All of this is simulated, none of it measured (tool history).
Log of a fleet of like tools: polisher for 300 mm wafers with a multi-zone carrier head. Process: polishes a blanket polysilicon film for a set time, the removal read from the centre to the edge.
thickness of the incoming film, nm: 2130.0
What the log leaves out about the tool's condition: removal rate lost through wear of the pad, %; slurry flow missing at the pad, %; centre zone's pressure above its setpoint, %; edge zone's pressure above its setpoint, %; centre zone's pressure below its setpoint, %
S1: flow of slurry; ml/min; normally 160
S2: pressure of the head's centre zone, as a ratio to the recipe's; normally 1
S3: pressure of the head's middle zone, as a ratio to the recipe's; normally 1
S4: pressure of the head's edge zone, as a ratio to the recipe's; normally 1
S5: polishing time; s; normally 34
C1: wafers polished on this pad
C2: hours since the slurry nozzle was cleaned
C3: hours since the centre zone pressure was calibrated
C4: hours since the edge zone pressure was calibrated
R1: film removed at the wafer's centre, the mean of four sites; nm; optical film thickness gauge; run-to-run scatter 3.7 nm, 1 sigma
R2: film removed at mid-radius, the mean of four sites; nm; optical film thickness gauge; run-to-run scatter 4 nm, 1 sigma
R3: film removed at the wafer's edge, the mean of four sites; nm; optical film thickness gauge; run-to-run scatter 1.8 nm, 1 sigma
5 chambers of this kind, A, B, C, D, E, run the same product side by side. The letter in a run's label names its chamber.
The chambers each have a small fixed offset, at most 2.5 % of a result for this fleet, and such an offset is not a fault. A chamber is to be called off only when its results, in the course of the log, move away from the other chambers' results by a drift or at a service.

| run | hour | S1 | S2 | S3 | S4 | S5 | C1 | C2 | C3 | C4 | R1 | R2 | R3 |
|---|---|---|---|---|---|---|---|---|---|---|---|---|---|
|  | 0.7 | chamber A: centre zone pressure recalibrated |
| 1E | 11.2 | 160 | 1 | 1 | 1 | 34 | 374 | 155.1 | 1086.6 | 149.5 | 282.06 | 271.24 | 280.06 |
| 2A | 21.4 | 160 | 1 | 1 | 1 | 34 | 695 | 331.3 | 20.7 | 650.6 | 277.78 | 288.23 | 280.8 |
|  | 25.9 | chamber B: worn pad replaced by a new one |
| 3C | 32.1 | 160 | 1 | 1 | 1 | 34 | 1134 | 237.1 | 971.9 | 367.5 | 279.33 | 276.14 | 280 |
| 4B | 42.7 | 160 | 1 | 1 | 1 | 34 | 221 | 169.3 | 721.7 | 296.7 | 287.72 | 284.76 | 275.9 |
| 5D | 50.7 | 160 | 1 | 1 | 1 | 34 | 1324 | 299.7 | 162 | 386.4 | 284.09 | 279.82 | 279.31 |
|  | 51.8 | chamber D: worn pad replaced by a new one |
|  | 56.3 | chamber C: worn pad replaced by a new one |
|  | 56.5 | chamber E: worn pad replaced by a new one |
|  | 62.3 | chamber A: slurry nozzle cleaned |
| 6B | 62.9 | 120 | 0.91 | 1 | 1 | 34 | 486 | 189.5 | 741.9 | 316.9 | 241.99 | 265.34 | 264.23 |
|  | 71.5 | chamber A: worn pad replaced by a new one |
| 7C | 74.3 | 120 | 0.91 | 1 | 1 | 34 | 237 | 279.3 | 1014.1 | 409.7 | 241.48 | 263.94 | 268.32 |
| 8A | 83.7 | 120 | 0.91 | 1 | 1 | 34 | 160 | 21.4 | 83 | 712.9 | 234.93 | 266.21 | 271.28 |
|  | 89.2 | chamber E: slurry nozzle cleaned |
| 9D | 92.8 | 120 | 0.91 | 1 | 1 | 34 | 539 | 341.8 | 204.1 | 428.5 | 238.24 | 257.49 | 269.96 |
|  | 97.6 | chamber B: worn pad replaced by a new one |
| 10E | 99.3 | 120 | 0.91 | 1 | 1 | 34 | 562 | 10.1 | 1174.7 | 237.6 | 233.16 | 261.55 | 272.23 |
| 11A | 109 | 160 | 1 | 1 | 1 | 34 | 493 | 46.7 | 108.3 | 738.2 | 282.91 | 287.65 | 285.67 |
| 12D | 117.9 | 160 | 1 | 1 | 1 | 34 | 869 | 366.9 | 229.2 | 453.6 | 281.75 | 276.85 | 278.61 |
|  | 125.2 | chamber E: worn pad replaced by a new one |
| 13E | 128 | 160 | 1 | 1 | 1 | 34 | 37 | 38.8 | 1203.4 | 266.3 | 281.75 | 274.83 | 281.67 |
| 14B | 134 | 160 | 1 | 1 | 0.89 | 24 | 479 | 260.6 | 813 | 388 | 196.86 | 197.84 | 186.5 |
| 15C | 144.1 | 160 | 1 | 1 | 0.89 | 24 | 1155 | 349.1 | 1083.9 | 479.5 | 191.04 | 193.27 | 185.68 |
|  | 144.4 | chamber B: centre zone pressure recalibrated |
|  | 151.9 | chamber D: worn pad replaced by a new one |
|  | 155.7 | chamber A: worn pad replaced by a new one |
| 16E | 156.4 | 160 | 1 | 1 | 0.89 | 24 | 410 | 67.2 | 1231.8 | 294.7 | 203.58 | 192.72 | 187.12 |
|  | 159.8 | chamber C: worn pad replaced by a new one |
| 17C | 167 | 160 | 1 | 1 | 0.89 | 24 | 94 | 372 | 1106.8 | 502.4 | 192.99 | 186.19 | 185.36 |
|  | 177.4 | chamber B: worn pad replaced by a new one |
| 18B | 177.4 | 160 | 1 | 1 | 0.89 | 24 | 1 | 304 | 33 | 431.4 | 199.86 | 202.95 | 182.97 |
|  | 184.5 | chamber B: slurry nozzle cleaned |
| 19D | 189.9 | 160 | 1 | 1 | 1 | 34 | 500 | 438.9 | 301.2 | 525.6 | 279.12 | 272.1 | 279.01 |
| 20A | 199.7 | 120 | 1 | 1 | 1.05 | 34 | 579 | 137.4 | 199 | 828.9 | 259.35 | 272.1 | 279.13 |
|  | 205.2 | chamber E: worn pad replaced by a new one |
| 21E | 208.1 | 120 | 1 | 1 | 1.05 | 34 | 38 | 118.9 | 1283.5 | 346.4 | 271.03 | 264.12 | 271.91 |
| 22D | 216.9 | 120 | 1 | 1 | 1.05 | 34 | 855 | 465.9 | 328.2 | 552.6 | 267.79 | 259.87 | 271.99 |
| 23A | 222.5 | 120 | 1 | 1 | 1.05 | 34 | 879 | 160.2 | 221.8 | 851.7 | 258.02 | 269.92 | 276.98 |
| 24B | 231.6 | 120 | 1 | 1 | 1.05 | 34 | 713 | 47.1 | 87.2 | 485.6 | 268.19 | 269.63 | 274.13 |
| 25C | 243.9 | 160 | 1 | 1 | 1 | 34 | 1106 | 448.9 | 1183.7 | 579.3 | 271.02 | 269.86 | 269.14 |
| 26C | 253.5 | 160 | 1 | 1 | 1 | 44 | 1232 | 458.5 | 1193.3 | 588.9 | 343.46 | 341.13 | 354.14 |
|  | 256.4 | chamber A: worn pad replaced by a new one |
|  | 257.1 | chamber B: worn pad replaced by a new one |
|  | 258.1 | chamber D: worn pad replaced by a new one |
| 27B | 265.9 | 160 | 1 | 1 | 1 | 44 | 116 | 81.4 | 121.5 | 519.9 | 367.27 | 368.88 | 364.48 |
|  | 276.9 | chamber C: worn pad replaced by a new one |
| 28D | 277.3 | 160 | 1 | 1 | 1 | 44 | 253 | 526.3 | 388.6 | 613 | 364.03 | 364.41 | 359.31 |
|  | 283.8 | chamber E: worn pad replaced by a new one |
|  | 283.9 | chamber D: slurry nozzle cleaned |
| 29A | 286.2 | 160 | 1 | 1 | 1 | 44 | 392 | 223.9 | 285.5 | 915.4 | 362.35 | 366.82 | 366.09 |
| 30E | 295.3 | 160 | 1 | 1 | 1 | 44 | 151 | 206.1 | 1370.7 | 433.6 | 364.89 | 357.45 | 360.95 |
| 31D | 307.9 | 160 | 1 | 1 | 1 | 34 | 655 | 24.1 | 419.2 | 643.6 | 293.96 | 286.15 | 280.2 |
| 32B | 315.2 | 160 | 1 | 1 | 1 | 34 | 764 | 130.7 | 170.8 | 569.2 | 276.17 | 281.4 | 279 |
| 33A | 325.6 | 160 | 1 | 1 | 1.05 | 34 | 911 | 263.3 | 324.9 | 954.8 | 278.57 | 279.61 | 292.93 |
| 34E | 334.1 | 160 | 1 | 1 | 1.05 | 34 | 662 | 244.9 | 1409.5 | 472.4 | 279.79 | 277.41 | 284.7 |
| 35C | 341.7 | 160 | 1 | 1 | 1.05 | 34 | 853 | 546.7 | 1281.5 | 677.1 | 257.38 | 255.96 | 273.92 |
| 36A | 349.5 | 160 | 1 | 1 | 1.05 | 34 | 1225 | 287.2 | 348.8 | 978.7 | 274 | 283.09 | 290.93 |
| 37E | 357.8 | 160 | 1 | 1 | 1.05 | 34 | 973 | 268.6 | 1433.2 | 496.1 | 278.85 | 277.37 | 285.4 |
|  | 365.6 | chamber C: centre zone pressure recalibrated |
| 38C | 367.6 | 160 | 1 | 1 | 1 | 34 | 1193 | 572.6 | 2.1 | 703 | 257.61 | 261.67 | 263.83 |

Read the log: is a single chamber off, either drifting away or since a service, is the gauge that measures every chamber drifting, or is nothing wrong beyond small per-chamber offsets? Name any odd chamber and what most likely caused it.

Chamber C drifts away from the others.
What lies behind it: slurry flow missing at the pad, % = 34.

Chamber C could run next with any of the 4 candidate recipes listed below; each alters the usual settings, and their results appear as question marks. Which one brings its results back in line with what the other chambers deliver on the usual settings?
In line means no further than this from the other chambers' mean on the usual settings: R1 13 nm; R2 14 nm; R3 6.2 nm
| 39C-1 | 376.9 | 155 | 0.98 | 0.99 | 1.01 | 32 |  |  |  |  | ? | ? | ? |
| 39C-2 | 376.9 | 150 | 0.96 | 0.98 | 1.02 | 31 |  |  |  |  | ? | ? | ? |
| 39C-3 | 376.9 | 165 | 1.02 | 1.01 | 0.99 | 36 |  |  |  |  | ? | ? | ? |
| 39C-4 | 376.9 | 170 | 1.04 | 1.02 | 0.97 | 38 |  |  |  |  | ? | ? | ? |

Average result of the remaining chambers running the usual settings: R1 281.88 nm; R2 279.85 nm; R3 280.44 nm
| run | R1 | R2 | R3 |
|---|---|---|---|
| 39C-1 | 230.56 | 238.88 | 247.99 |
| 39C-2 | 216.08 | 227.16 | 240.01 |
| 39C-3 | 276.19 | 278.37 | 279.21 |
| 39C-4 | 300.37 | 298.8 | 293.15 |
The answer is 39C-3, which returns the chamber to within the allowed miss of the others.
